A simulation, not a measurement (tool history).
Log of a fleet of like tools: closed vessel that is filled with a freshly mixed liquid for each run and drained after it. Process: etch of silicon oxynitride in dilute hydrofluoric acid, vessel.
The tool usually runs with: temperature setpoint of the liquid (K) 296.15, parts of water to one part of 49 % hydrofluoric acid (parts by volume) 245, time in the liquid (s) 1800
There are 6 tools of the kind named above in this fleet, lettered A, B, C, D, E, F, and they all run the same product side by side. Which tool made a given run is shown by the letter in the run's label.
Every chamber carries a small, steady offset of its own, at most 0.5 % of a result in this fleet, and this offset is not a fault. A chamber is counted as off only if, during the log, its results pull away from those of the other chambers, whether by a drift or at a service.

| run | day | temperature setpoint of the liquid (K) | parts of water to one part of 49 % hydrofluoric acid (parts by volume) | time in the liquid (s) | hours since the thermometer was replaced | hours since the hydrofluoric acid flow meter was replaced | read-back film thickness of the silicon oxynitride reference wafer, read on the same gauge (nm) | thickness taken off the silicon oxynitride on a monitor wafer (nm) |
|---|---|---|---|---|---|---|---|---|
| 1E | 0.154 | 296.15 | 245 | 1800 | 901.3 | 132.7 | 120.02 | 9.0193 |
| 2A | 0.292 | 296.15 | 245 | 1800 | 561.1 | 2012.6 | 119.98 | 8.9344 |
| 3C | 0.438 | 296.15 | 245 | 1800 | 379.5 | 377.8 | 119.99 | 9.0304 |
|  | 0.496 | chamber C: hydrofluoric acid flow meter replaced |
| 4D | 0.654 | 296.15 | 245 | 1800 | 637.5 | 1284.3 | 120.04 | 9.0421 |
|  | 0.717 | chamber D: hydrofluoric acid flow meter replaced |
| 5B | 0.854 | 296.15 | 245 | 1800 | 1479.5 | 330.1 | 119.99 | 9.0645 |
| 6F | 1.05 | 296.15 | 245 | 1800 | 418.6 | 148.2 | 120 | 9.0535 |
| 7D | 1.225 | 296.15 | 245 | 1800 | 651.2 | 12.2 | 119.98 | 9.0331 |
| 8C | 1.408 | 296.15 | 245 | 1800 | 402.8 | 21.9 | 120.04 | 8.9661 |
| 9A | 1.638 | 296.15 | 245 | 1800 | 593.4 | 2044.9 | 120.01 | 8.9601 |
| 10E | 1.867 | 296.15 | 245 | 1800 | 942.4 | 173.8 | 120 | 9.0521 |
| 11F | 2.133 | 296.15 | 245 | 1800 | 444.6 | 174.2 | 119.98 | 9.0483 |
| 12B | 2.317 | 296.15 | 245 | 1800 | 1514.6 | 365.2 | 120.02 | 9.0487 |
| 13E | 2.538 | 296.15 | 245 | 1800 | 958.5 | 189.9 | 120.01 | 9.0708 |
| 14F | 2.692 | 296.15 | 245 | 1800 | 458 | 187.6 | 119.97 | 9.007 |
| 15D | 2.925 | 296.15 | 245 | 1800 | 692 | 53 | 120.03 | 8.9763 |
| 16B | 3.196 | 296.15 | 245 | 1800 | 1535.7 | 386.3 | 119.99 | 9.0286 |
| 17C | 3.4 | 296.15 | 245 | 1800 | 450.6 | 69.7 | 120 | 9.0027 |
| 18A | 3.608 | 293.15 | 245 | 890 | 640.7 | 2092.2 | 120 | 3.8468 |
| 19C | 3.804 | 293.15 | 245 | 890 | 460.3 | 79.4 | 120 | 3.8713 |
| 20E | 4.042 | 293.15 | 245 | 890 | 994.6 | 226 | 120.01 | 3.9287 |
| 21D | 4.171 | 293.15 | 245 | 890 | 721.9 | 82.9 | 120.02 | 3.8697 |
| 22A | 4.392 | 293.15 | 245 | 890 | 659.5 | 2111 | 119.96 | 3.8426 |
| 23F | 4.579 | 293.15 | 245 | 890 | 503.3 | 232.9 | 119.99 | 3.8688 |
| 24B | 4.738 | 296.15 | 245 | 1800 | 1572.7 | 423.3 | 120.01 | 8.832 |
| 25C | 4.942 | 296.15 | 245 | 1800 | 487.6 | 106.7 | 120.02 | 9.009 |
| 26B | 5.142 | 296.15 | 245 | 1800 | 1582.4 | 433 | 120.01 | 8.7632 |
| 27E | 5.283 | 296.15 | 245 | 1800 | 1024.4 | 255.8 | 120.01 | 9.0732 |
| 28A | 5.55 | 296.15 | 245 | 1800 | 687.3 | 2138.8 | 119.98 | 9.0181 |
| 29D | 5.796 | 296.15 | 245 | 1800 | 760.9 | 121.9 | 120.01 | 9.072 |
| 30F | 5.983 | 296.15 | 245 | 970 | 537 | 266.6 | 120 | 4.8599 |
| 31D | 6.229 | 296.15 | 245 | 970 | 771.3 | 132.3 | 120.02 | 4.9058 |
| 32C | 6.467 | 296.15 | 245 | 970 | 524.2 | 143.3 | 120.01 | 4.7971 |
| 33B | 6.704 | 296.15 | 245 | 970 | 1619.9 | 470.5 | 119.98 | 4.5568 |
|  | 6.8 | chamber A: hydrofluoric acid flow meter replaced |
| 34E | 6.95 | 296.15 | 245 | 970 | 1064.4 | 295.8 | 119.98 | 4.8901 |
| 35F | 7.125 | 296.15 | 245 | 970 | 564.4 | 294 | 120.02 | 4.8576 |
| 36A | 7.388 | 296.15 | 245 | 1800 | 731.4 | 14.2 | 120.01 | 9.0916 |
| 37A | 7.646 | 296.15 | 245 | 1800 | 737.6 | 20.4 | 120.01 | 9.0171 |
| 38B | 7.792 | 296.15 | 245 | 1800 | 1646 | 496.6 | 119.99 | 8.3815 |

Next, every chamber runs the same settings. What will each give?
| 39A | 7.996 | 296.15 | 245 | 1800 |  |  |  | ? |
| 39B | 7.996 | 296.15 | 245 | 1800 |  |  |  | ? |
| 39C | 7.996 | 296.15 | 245 | 1800 |  |  |  | ? |
| 39D | 7.996 | 296.15 | 245 | 1800 |  |  |  | ? |
| 39E | 7.996 | 296.15 | 245 | 1800 |  |  |  | ? |
| 39F | 7.996 | 296.15 | 245 | 1800 |  |  |  | ? |

| run | thickness taken off the silicon oxynitride on a monitor wafer (nm) |
|---|---|
| 39A | 9.0283 |
| 39B | 8.3634 |
| 39C | 8.9899 |
| 39D | 8.9673 |
| 39E | 9.0224 |
| 39F | 8.9817 |

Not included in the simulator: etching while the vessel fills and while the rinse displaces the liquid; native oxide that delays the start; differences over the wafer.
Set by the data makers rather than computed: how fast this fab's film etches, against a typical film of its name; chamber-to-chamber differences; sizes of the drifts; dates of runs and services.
